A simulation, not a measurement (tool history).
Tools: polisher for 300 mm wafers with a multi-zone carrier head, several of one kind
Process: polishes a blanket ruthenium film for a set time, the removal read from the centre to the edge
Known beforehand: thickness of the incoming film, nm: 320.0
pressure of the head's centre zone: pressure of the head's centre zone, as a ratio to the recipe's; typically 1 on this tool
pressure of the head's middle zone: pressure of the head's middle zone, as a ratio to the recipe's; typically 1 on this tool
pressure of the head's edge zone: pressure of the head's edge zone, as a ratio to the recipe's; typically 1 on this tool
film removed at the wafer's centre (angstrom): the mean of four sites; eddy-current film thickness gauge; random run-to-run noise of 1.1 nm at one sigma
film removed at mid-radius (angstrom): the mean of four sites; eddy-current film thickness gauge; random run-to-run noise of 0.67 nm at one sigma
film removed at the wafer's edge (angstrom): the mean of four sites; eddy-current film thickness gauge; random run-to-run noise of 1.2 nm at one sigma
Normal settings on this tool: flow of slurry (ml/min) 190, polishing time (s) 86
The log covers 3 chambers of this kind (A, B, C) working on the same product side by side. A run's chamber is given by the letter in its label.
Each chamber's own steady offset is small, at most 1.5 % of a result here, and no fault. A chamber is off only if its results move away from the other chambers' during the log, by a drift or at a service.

run   hour  flow of slurry (ml/min)  pressure of the head's centre zone  pressure of the head's middle zone  pressure of the head's edge zone  polishing time (s)  film removed at the wafer's centre (angstrom)  film removed at mid-radius (angstrom)  film removed at the wafer's edge (angstrom)
 1B    2.6                      190                                   1                                   1                                 1                  86                                         826.34                                 810.54                                       804.48
 2C    5.6                      190                                   1                                   1                                 1                  86                                         815.66                                 820.41                                       796.56
       6.7  -- chamber B: slurry nozzle cleaned
 3A   10.0                      190                                   1                                   1                                 1                  86                                         806.61                                 817.31                                       797.52
 4B   12.8                      190                                   1                                   1                                 1                  86                                         822.58                                 808.21                                       812.93
 5C   16.5                      190                                   1                                   1                                 1                  86                                         802.78                                 802.67                                       810.11
 6A   20.5                      190                                   1                                   1                                 1                  86                                         820.12                                 824.28                                       808.61
      22.1  -- chamber C: slurry nozzle cleaned
      23.9  -- chamber A: worn pad replaced by a new one
 7B   24.4                      190                                   1                                   1                                 1                  86                                         820.08                                 804.83                                       802.77
 8C   28.5                      190                                   1                                   1                                 1                  86                                         819.44                                 815.31                                       799.96
      30.1  -- chamber B: centre zone pressure recalibrated
 9A   33.2                      190                                   1                                   1                                 1                  86                                         802.67                                 812.45                                       817.68
10C   38.0                      190                                   1                                   1                                 1                  86                                         809.48                                 804.62                                       801.06
11B   40.9                      145                                   1                                   1                                 1                  86                                         779.79                                 772.90                                       775.93
12A   45.1                      145                                   1                                   1                                 1                  86                                         761.99                                 777.31                                       790.20
13A   47.4                      145                                   1                                   1                                 1                  86                                         774.05                                 780.54                                       789.64
14B   51.4                      190                                   1                                   1                                 1                  86                                         827.53                                 802.30                                       823.72
15C   53.8                      190                                   1                                   1                                 1                  86                                         809.84                                 798.29                                       803.88
16A   56.0                      190                                   1                                   1                                 1                  86                                         810.45                                 826.50                                       804.17
17B   60.8                      190                                   1                                   1                                 1                  86                                         801.13                                 814.37                                       808.84
18C   64.1                      190                                   1                                   1                                 1                  86                                         796.60                                 797.76                                       806.62
19C   67.0                      190                                   1                                   1                                 1                  86                                         807.94                                 792.54                                       801.44
20A   71.2                      190                                   1                                   1                                 1                  86                                         797.83                                 815.80                                       821.39
      72.4  -- chamber B: worn pad replaced by a new one
21B   74.9                      190                                   1                                   1                                 1                  86                                         803.52                                 803.99                                       802.52
22B   78.8                      190                                   1                                   1                                 1                  86                                         832.77                                 815.44                                       815.16
23C   81.4                      190                                   1                                   1                                 1                  86                                         781.96                                 790.78                                       794.89
24A   83.6                      190                                   1                                   1                                 1                  86                                         795.68                                 829.38                                       805.52
      83.8  -- chamber A: slurry nozzle cleaned
25C   87.7                      190                                   1                                   1                                 1                  86                                         793.87                                 782.66                                       777.67
26B   90.3                      190                                   1                                   1                                 1                  86                                         818.65                                 808.67                                       800.85
27A   94.9                      190                                   1                                   1                                 1                  86                                         810.03                                 816.94                                       805.16
28B   97.3                      125                                   1                                   1                                 1                  62                                         530.46                                 547.70                                       558.60
29C  100.9                      125                                   1                                   1                                 1                  62                                         522.81                                 512.43                                       527.93
30A  104.4                      125                                   1                                   1                                 1                  62                                         538.72                                 544.51                                       540.27
31A  107.7                      190                                   1                                   1                                 1                  86                                         829.96                                 819.14                                       817.71
32C  110.0                      190                                   1                                   1                                 1                  86                                         789.66                                 767.60                                       763.65
33B  113.2                      190                                   1                                   1                                 1                  86                                         807.95                                 812.49                                       798.22
34A  117.6                      190                                   1                                   1                                 1                  86                                         811.99                                 810.69                                       816.50
35C  120.9                      190                                   1                                   1                                 1                  86                                         785.36                                 767.05                                       764.20
36B  125.2                      190                                   1                                   1                                 1                  86                                         814.35                                 818.08                                       816.73
37C  128.0                      190                                   1                                   1                                 1                  86                                         760.04                                 759.19                                       757.15
38B  131.9                      190                                   1                                   1                                 1                  86                                         820.90                                 817.73                                       816.82
39A  135.6                      190                                   1                                   1                                 1                  86                                         807.55                                 820.48                                       786.25
40A  139.8                      190                                   1                                   1                                 1                  86                                         815.07                                 827.48                                       802.03
41C  142.5                      190                                   1                                   1                                 1                  86                                         779.27                                 755.63                                       756.72
42B  144.6                      190                                   1                                   1                                 1                  86                                         814.18                                 809.90                                       808.24
43C  148.0                      190                                   1                                   1                                 1                  86                                         742.79                                 747.51                                       780.05
44B  151.3                      190                                   1                                   1                                 1                  86                                         830.60                                 804.48                                       807.16

All 3 chambers run these settings next. Forecast each chamber's results:
45A  154.7                      225                                   1                                   1                                 1                  86                                              ?                                      ?                                            ?
45B  154.7                      225                                   1                                   1                                 1                  86                                              ?                                      ?                                            ?
45C  154.7                      225                                   1                                   1                                 1                  86                                              ?                                      ?                                            ?

run  film removed at the wafer's centre (angstrom)  film removed at mid-radius (angstrom)  film removed at the wafer's edge (angstrom)
45A                                         812.58                                 836.86                                       799.53
45B                                         833.71                                 831.68                                       829.32
45C                                         765.22                                 773.56                                       758.52
